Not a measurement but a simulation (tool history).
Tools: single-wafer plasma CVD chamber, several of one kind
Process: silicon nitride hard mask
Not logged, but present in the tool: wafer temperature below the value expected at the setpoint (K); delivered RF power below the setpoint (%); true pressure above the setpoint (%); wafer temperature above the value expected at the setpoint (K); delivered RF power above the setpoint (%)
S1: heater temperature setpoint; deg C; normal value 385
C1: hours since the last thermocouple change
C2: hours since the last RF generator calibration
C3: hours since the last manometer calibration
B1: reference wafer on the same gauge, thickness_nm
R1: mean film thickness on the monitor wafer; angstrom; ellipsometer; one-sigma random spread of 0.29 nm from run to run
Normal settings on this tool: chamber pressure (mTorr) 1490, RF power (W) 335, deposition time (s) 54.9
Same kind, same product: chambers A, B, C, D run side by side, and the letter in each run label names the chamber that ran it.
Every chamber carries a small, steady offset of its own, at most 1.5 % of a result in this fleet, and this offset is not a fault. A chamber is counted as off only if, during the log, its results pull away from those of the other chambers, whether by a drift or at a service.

{"run": "1A", "day": 0.342, "S1": 385, "chamber pressure (mTorr)": 1490, "RF power (W)": 335, "deposition time (s)": 54.9, "C1": 1612.6, "C2": 1600.9, "C3": 230.1, "B1": 74.974, "R1": 664.03}
{"run": "2C", "day": 0.604, "S1": 385, "chamber pressure (mTorr)": 1490, "RF power (W)": 335, "deposition time (s)": 54.9, "C1": 481.2, "C2": 177.2, "C3": 503.5, "B1": 74.932, "R1": 664.75}
{"run": "3D", "day": 0.883, "S1": 385, "chamber pressure (mTorr)": 1490, "RF power (W)": 335, "deposition time (s)": 54.9, "C1": 873.3, "C2": 248.7, "C3": 41.8, "B1": 74.93, "R1": 665.06}
{"run": "4B", "day": 1.125, "S1": 385, "chamber pressure (mTorr)": 1490, "RF power (W)": 335, "deposition time (s)": 54.9, "C1": 133.3, "C2": 852.1, "C3": 83.9, "B1": 74.855, "R1": 669.46}
{"run": "5D", "day": 1.404, "S1": 385, "chamber pressure (mTorr)": 1490, "RF power (W)": 335, "deposition time (s)": 54.9, "C1": 885.8, "C2": 261.2, "C3": 54.3, "B1": 74.919, "R1": 668.27}
{"run": "6C", "day": 1.658, "S1": 385, "chamber pressure (mTorr)": 1490, "RF power (W)": 335, "deposition time (s)": 54.9, "C1": 506.5, "C2": 202.5, "C3": 528.8, "B1": 74.875, "R1": 664.69}
{"run": "7B", "day": 1.892, "S1": 385, "chamber pressure (mTorr)": 1490, "RF power (W)": 290, "deposition time (s)": 62.2, "C1": 151.7, "C2": 870.5, "C3": 102.3, "B1": 74.872, "R1": 692.29}
{"run": "8A", "day": 2.112, "S1": 385, "chamber pressure (mTorr)": 1490, "RF power (W)": 290, "deposition time (s)": 62.2, "C1": 1655.1, "C2": 1643.4, "C3": 272.6, "B1": 74.896, "R1": 683.97}
{"run": "9A", "day": 2.333, "S1": 385, "chamber pressure (mTorr)": 1490, "RF power (W)": 290, "deposition time (s)": 62.2, "C1": 1660.4, "C2": 1648.7, "C3": 277.9, "B1": 75.021, "R1": 681.7}
{"run": "10D", "day": 2.683, "S1": 385, "chamber pressure (mTorr)": 1490, "RF power (W)": 290, "deposition time (s)": 62.2, "C1": 916.5, "C2": 291.9, "C3": 85.0, "B1": 74.867, "R1": 684.84}
{"run": "11B", "day": 2.992, "S1": 385, "chamber pressure (mTorr)": 1490, "RF power (W)": 335, "deposition time (s)": 54.9, "C1": 178.1, "C2": 896.9, "C3": 128.7, "B1": 74.893, "R1": 664.63}
{"run": "12C", "day": 3.312, "S1": 371, "chamber pressure (mTorr)": 1490, "RF power (W)": 335, "deposition time (s)": 65.2, "C1": 546.2, "C2": 242.2, "C3": 568.5, "B1": 74.877, "R1": 797.12}
{"run": "13B", "day": 3.521, "S1": 371, "chamber pressure (mTorr)": 1490, "RF power (W)": 335, "deposition time (s)": 65.2, "C1": 190.8, "C2": 909.6, "C3": 141.4, "B1": 74.934, "R1": 796.28}
{"run": "14C", "day": 3.838, "S1": 371, "chamber pressure (mTorr)": 1490, "RF power (W)": 335, "deposition time (s)": 65.2, "C1": 558.8, "C2": 254.8, "C3": 581.1, "B1": 74.836, "R1": 795.34}
{"run": "15A", "day": 4.188, "S1": 371, "chamber pressure (mTorr)": 1490, "RF power (W)": 335, "deposition time (s)": 65.2, "C1": 1704.9, "C2": 1693.2, "C3": 322.4, "B1": 74.957, "R1": 781.08}
{"run": "16D", "day": 4.508, "S1": 385, "chamber pressure (mTorr)": 1490, "RF power (W)": 335, "deposition time (s)": 54.9, "C1": 960.3, "C2": 335.7, "C3": 128.8, "B1": 74.853, "R1": 670.14}
{"run": "17A", "day": 4.746, "S1": 376, "chamber pressure (mTorr)": 1490, "RF power (W)": 335, "deposition time (s)": 49.1, "C1": 1718.3, "C2": 1706.6, "C3": 335.8, "B1": 74.924, "R1": 587.63}
{"run": "18D", "day": 5.079, "S1": 376, "chamber pressure (mTorr)": 1490, "RF power (W)": 335, "deposition time (s)": 49.1, "C1": 974.0, "C2": 349.4, "C3": 142.5, "B1": 74.876, "R1": 598.8}
{"run": "19C", "day": 5.379, "S1": 376, "chamber pressure (mTorr)": 1490, "RF power (W)": 335, "deposition time (s)": 49.1, "C1": 595.8, "C2": 291.8, "C3": 618.1, "B1": 74.798, "R1": 598.39}
{"run": "20B", "day": 5.7, "S1": 376, "chamber pressure (mTorr)": 1490, "RF power (W)": 335, "deposition time (s)": 49.1, "C1": 243.1, "C2": 961.9, "C3": 193.7, "B1": 74.845, "R1": 600.06}
{"run": "21D", "day": 6.004, "S1": 385, "chamber pressure (mTorr)": 1490, "RF power (W)": 335, "deposition time (s)": 54.9, "C1": 996.2, "C2": 371.6, "C3": 164.7, "B1": 74.843, "R1": 669.18}
{"run": "22A", "day": 6.35, "S1": 385, "chamber pressure (mTorr)": 1240, "RF power (W)": 295, "deposition time (s)": 54.9, "C1": 1756.8, "C2": 1745.1, "C3": 374.3, "B1": 74.938, "R1": 558.87}
{"run": "23C", "day": 6.692, "S1": 385, "chamber pressure (mTorr)": 1240, "RF power (W)": 295, "deposition time (s)": 54.9, "C1": 627.3, "C2": 323.3, "C3": 649.6, "B1": 74.89, "R1": 579.37}
{"run": "24B", "day": 7.133, "S1": 385, "chamber pressure (mTorr)": 1240, "RF power (W)": 295, "deposition time (s)": 54.9, "C1": 277.5, "C2": 996.3, "C3": 228.1, "B1": 74.95, "R1": 581.6}
{"run": "25C", "day": 7.408, "S1": 385, "chamber pressure (mTorr)": 1240, "RF power (W)": 295, "deposition time (s)": 54.9, "C1": 644.5, "C2": 340.5, "C3": 666.8, "B1": 74.929, "R1": 576.38}
{"run": "26D", "day": 7.804, "S1": 385, "chamber pressure (mTorr)": 1310, "RF power (W)": 275, "deposition time (s)": 54.9, "C1": 1039.4, "C2": 414.8, "C3": 207.9, "B1": 74.886, "R1": 565.74}
{"run": "27A", "day": 8.146, "S1": 385, "chamber pressure (mTorr)": 1310, "RF power (W)": 275, "deposition time (s)": 54.9, "C1": 1799.9, "C2": 1788.2, "C3": 417.4, "B1": 74.868, "R1": 538.67}
{"run": "28B", "day": 8.554, "S1": 385, "chamber pressure (mTorr)": 1310, "RF power (W)": 275, "deposition time (s)": 54.9, "C1": 311.6, "C2": 1030.4, "C3": 262.2, "B1": 74.9, "R1": 557.54}
{"run": "29B", "day": 8.946, "S1": 385, "chamber pressure (mTorr)": 1310, "RF power (W)": 275, "deposition time (s)": 54.9, "C1": 321.0, "C2": 1039.8, "C3": 271.6, "B1": 74.803, "R1": 562.78}
{"run": "30D", "day": 9.417, "S1": 385, "chamber pressure (mTorr)": 1490, "RF power (W)": 335, "deposition time (s)": 54.9, "C1": 1078.1, "C2": 453.5, "C3": 246.6, "B1": 74.913, "R1": 669.09}
{"run": "31A", "day": 9.858, "S1": 385, "chamber pressure (mTorr)": 1490, "RF power (W)": 335, "deposition time (s)": 54.9, "C1": 1841.0, "C2": 1829.3, "C3": 458.5, "B1": 74.99, "R1": 636.22}
{"run": "32C", "day": 10.262, "S1": 385, "chamber pressure (mTorr)": 1490, "RF power (W)": 335, "deposition time (s)": 64.5, "C1": 713.0, "C2": 409.0, "C3": 735.3, "B1": 74.847, "R1": 781.1}
{"run": "33D", "day": 10.521, "S1": 385, "chamber pressure (mTorr)": 1490, "RF power (W)": 335, "deposition time (s)": 64.5, "C1": 1104.6, "C2": 480.0, "C3": 273.1, "B1": 74.885, "R1": 783.61}
{"run": "34B", "day": 10.883, "S1": 385, "chamber pressure (mTorr)": 1490, "RF power (W)": 335, "deposition time (s)": 64.5, "C1": 367.5, "C2": 1086.3, "C3": 318.1, "B1": 74.938, "R1": 784.0}
{"run": "35A", "day": 11.188, "S1": 385, "chamber pressure (mTorr)": 1490, "RF power (W)": 335, "deposition time (s)": 64.5, "C1": 1872.9, "C2": 1861.2, "C3": 490.4, "B1": 74.79, "R1": 739.44}
{"run": "36C", "day": 11.533, "S1": 385, "chamber pressure (mTorr)": 1490, "RF power (W)": 335, "deposition time (s)": 54.9, "C1": 743.5, "C2": 439.5, "C3": 765.8, "B1": 74.957, "R1": 668.97}

One chamber off, gauge drift, or nothing amiss beyond the chambers' own small offsets? If it is a chamber, which one, and what is the likeliest cause?

Little by little, chamber A moves away from the other chambers.
Likeliest cause: delivered RF power below the setpoint (%) = 8.28.

Here are 4 candidates for chamber A's next run, each the usual settings with a change, their results left as question marks. Which one brings its results back in line with what the others give on the usual settings?
A result is in line if it is within this distance of the other chambers' mean on the usual settings: R1 10.00 angstrom
{"run": "37A-1", "day": 11.871, "S1": 385, "chamber pressure (mTorr)": 1490, "RF power (W)": 290, "deposition time (s)": 54.9, "R1": "?"}
{"run": "37A-2", "day": 11.871, "S1": 385, "chamber pressure (mTorr)": 1490, "RF power (W)": 350, "deposition time (s)": 58.5, "R1": "?"}
{"run": "37A-3", "day": 11.871, "S1": 385, "chamber pressure (mTorr)": 1490, "RF power (W)": 345, "deposition time (s)": 57.3, "R1": "?"}
{"run": "37A-4", "day": 11.871, "S1": 385, "chamber pressure (mTorr)": 1240, "RF power (W)": 335, "deposition time (s)": 54.9, "R1": "?"}

What the other chambers average on the usual settings: R1 667.37 angstrom
run=37A-1 R1=571.27
run=37A-2 R1=688.31
run=37A-3 R1=668.04
run=37A-4 R1=593.45
37A-3 is the one that brings the chamber's results back in line with the other chambers.
